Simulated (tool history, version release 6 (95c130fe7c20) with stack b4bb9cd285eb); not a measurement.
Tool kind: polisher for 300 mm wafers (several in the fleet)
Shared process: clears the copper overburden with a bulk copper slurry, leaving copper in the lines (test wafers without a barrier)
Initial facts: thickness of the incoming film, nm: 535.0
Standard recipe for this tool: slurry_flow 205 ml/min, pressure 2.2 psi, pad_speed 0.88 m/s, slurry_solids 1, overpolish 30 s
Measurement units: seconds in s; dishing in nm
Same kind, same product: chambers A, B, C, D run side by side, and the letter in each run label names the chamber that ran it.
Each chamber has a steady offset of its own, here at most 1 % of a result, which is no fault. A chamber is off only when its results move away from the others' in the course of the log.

run,hour,slurry_flow,pressure,pad_speed,slurry_solids,overpolish,wafers polished on this pad,hours since the slurry nozzle was cleaned,hours since the head pressure was calibrated,hours since the slurry blender was calibrated,seconds,dishing
# hour 5.4: chamber B: worn pad replaced by a new one
1C,9.1,205,2.2,0.88,1,30,186,257.5,158.6,98.4,104.33,71.684
# hour 12.3: chamber A: worn pad replaced by a new one
# hour 18.5: chamber B: slurry nozzle cleaned
2A,18.6,205,2.2,0.88,1,30,33,472.2,735.6,65,107.47,73.259
3B,26.1,205,2.2,0.88,1,30,108,7.7,705,224,104.83,73.502
# hour 28: chamber A: head pressure recalibrated
4D,40.4,205,2.2,0.88,1,30,330,901.3,1046.3,418.4,105.31,70.424
# hour 44.3: chamber C: slurry blender recalibrated
5D,52.2,205,2.2,0.88,1,30,391,913.1,1058.1,430.2,103.28,71.235
# hour 58.5: chamber C: slurry nozzle cleaned
6B,64.7,205,2.2,0.88,1,30,311,46.3,743.6,262.6,107.2,71.751
7C,74.4,205,2.2,0.88,1,30,528,16,223.9,30.1,103.81,71.856
# hour 79.8: chamber D: worn pad replaced by a new one
# hour 81: chamber A: slurry nozzle cleaned
# hour 83.5: chamber D: head pressure recalibrated
8A,83.6,205,2.2,0.88,1,30,374,2.6,55.6,130,104.8,74.087
9D,91.6,205,2.2,0.88,1,30,61,952.5,8.2,469.6,105.22,73.115
# hour 94: chamber D: slurry blender recalibrated
10A,105.4,205,2.2,0.88,1,30,488,24.4,77.4,151.8,105.07,74.993
# hour 107.8: chamber A: slurry blender recalibrated
11B,117.3,205,2.2,0.88,1,30,586,98.9,796.2,315.2,107.39,71.552
# hour 127.3: chamber B: worn pad replaced by a new one
12C,129.6,205,2.2,0.88,1,30,817,71.2,279.1,85.3,104.97,73.673
# hour 134.8: chamber D: slurry nozzle cleaned
13B,137.5,205,2.2,0.88,1,30,53,119.1,816.4,335.4,106.06,70.781
14C,144.9,205,2.2,0.88,1,30,898,86.5,294.4,100.6,103.61,69.854
# hour 151: chamber C: worn pad replaced by a new one
15D,152.4,205,2.2,0.88,1,30,380,17.6,69,58.4,104.88,72.117
16A,159.7,205,2.2,0.88,1,30,772,78.7,131.7,51.9,105.57,73.57
# hour 163.7: chamber B: head pressure recalibrated
17C,172.5,205,2.2,0.76,1,30,113,114.1,322,128.2,123.47,65.473
18D,183.6,205,2.2,0.76,1,30,543,48.8,100.2,89.6,123.28,65.721
# hour 187.1: chamber C: slurry blender recalibrated
19B,192.6,205,2.2,0.76,1,30,342,174.2,28.9,390.5,132.16,60.488
# hour 195.3: chamber D: worn pad replaced by a new one
20A,201.1,205,2.2,0.76,1,30,989,120.1,173.1,93.3,123,68.853
21B,214.3,205,2.2,0.88,1,30,456,195.9,50.6,412.2,117.72,65.38
22C,224.6,205,2.2,0.7,1,44,386,166.2,374.1,37.5,133.91,77.834
23D,232,205,2.2,0.7,1,44,192,97.2,148.6,138,131.98,76.917
# hour 238: chamber A: slurry blender recalibrated
24A,238.5,205,2.2,0.7,1,44,1185,157.5,210.5,0.6,132.98,76.988
# hour 244.5: chamber A: worn pad replaced by a new one
# hour 245.8: chamber B: slurry nozzle cleaned
25C,251.1,205,2.2,0.7,1,44,524,192.7,400.6,64,135.14,76.293
26A,264.5,205,2.9,0.88,1,30,105,183.5,236.5,26.6,78.953,85.193
# hour 265.3: chamber B: slurry blender recalibrated
# hour 272.8: chamber B: worn pad replaced by a new one
27D,278.7,205,2.9,0.88,1,30,437,143.9,195.3,184.7,80.176,86.332
28B,288.8,205,2.9,0.88,1,30,84,43,125.1,23.5,87.85,83.24
29D,297.8,205,2.9,0.88,1,30,537,163,214.4,203.8,78.714,85.927
# hour 306.9: chamber D: worn pad replaced by a new one
30C,307.4,205,2.2,0.88,1,30,819,249,456.9,120.3,102.64,70.657
31A,320.2,205,2.2,0.88,1,30,397,239.2,292.2,82.3,105.19,74.23
32B,331.8,205,2.2,0.88,1,30,309,86,168.1,66.5,113.38,71.305
33A,339.8,205,2.2,0.88,1,30,499,258.8,311.8,101.9,106.01,72.72
34B,351.2,145,2.2,0.88,1,30,411,105.4,187.5,85.9,123.89,66.422
35D,361.2,145,2.2,0.88,1,30,284,226.4,277.8,267.2,110.19,68.503
# hour 367.3: chamber C: slurry blender recalibrated
36C,367.8,145,2.2,0.88,1,30,1136,309.4,517.3,0.6,111.55,69.95
# hour 370.8: chamber C: worn pad replaced by a new one
37C,382,145,2.2,0.88,1,30,58,323.6,531.5,14.8,111.54,72.457
38B,393.2,205,2.2,0.88,1,30,631,147.4,229.5,127.9,116.88,67.334
# hour 401.7: chamber A: slurry blender recalibrated
39A,406.7,205,2.2,0.88,1,30,850,325.7,378.7,5.1,105.6,72.703
40D,419.5,205,2.2,0.88,1,18,590,284.7,336.1,325.5,104.85,53.263
# hour 428: chamber D: worn pad replaced by a new one
41A,429.7,205,2.2,0.88,1,18,970,348.7,401.7,28.1,104.52,52.668
42D,435.9,205,2.2,0.88,1,18,41,301.1,352.5,341.9,105.18,52.177

Is one chamber out of step, is the gauge drifting, or do the chambers differ by no more than their own small offsets? For an off chamber, give its letter and the likeliest cause.

A service left chamber B off against the others.
What lies behind it: head's pressure below its setpoint, % = 8.34.

Here are 4 candidates for chamber B's next run, each the usual settings with a change, their results left as question marks. Which one brings its results back in line with what the others give on the usual settings?
Maximum distance from the other chambers' mean on the usual settings for a result to count as in line: seconds 4.2 s; dishing 5.4 nm
43B-1,446.1,205,2.3,0.92,1,30,,,,,?,?
43B-2,446.1,205,2.1,0.84,1,30,,,,,?,?
43B-3,446.1,205,2.4,0.94,1,30,,,,,?,?
43B-4,446.1,205,2,0.82,1,30,,,,,?,?

On the usual settings, the other chambers give on average: seconds 105.18 s; dishing 72.353 nm
run,seconds,dishing
43B-1,106.19,73.146
43B-2,127.41,65.276
43B-3,99.614,76.082
43B-4,137.02,62.129
With 43B-1, the chamber falls back in line with the rest.
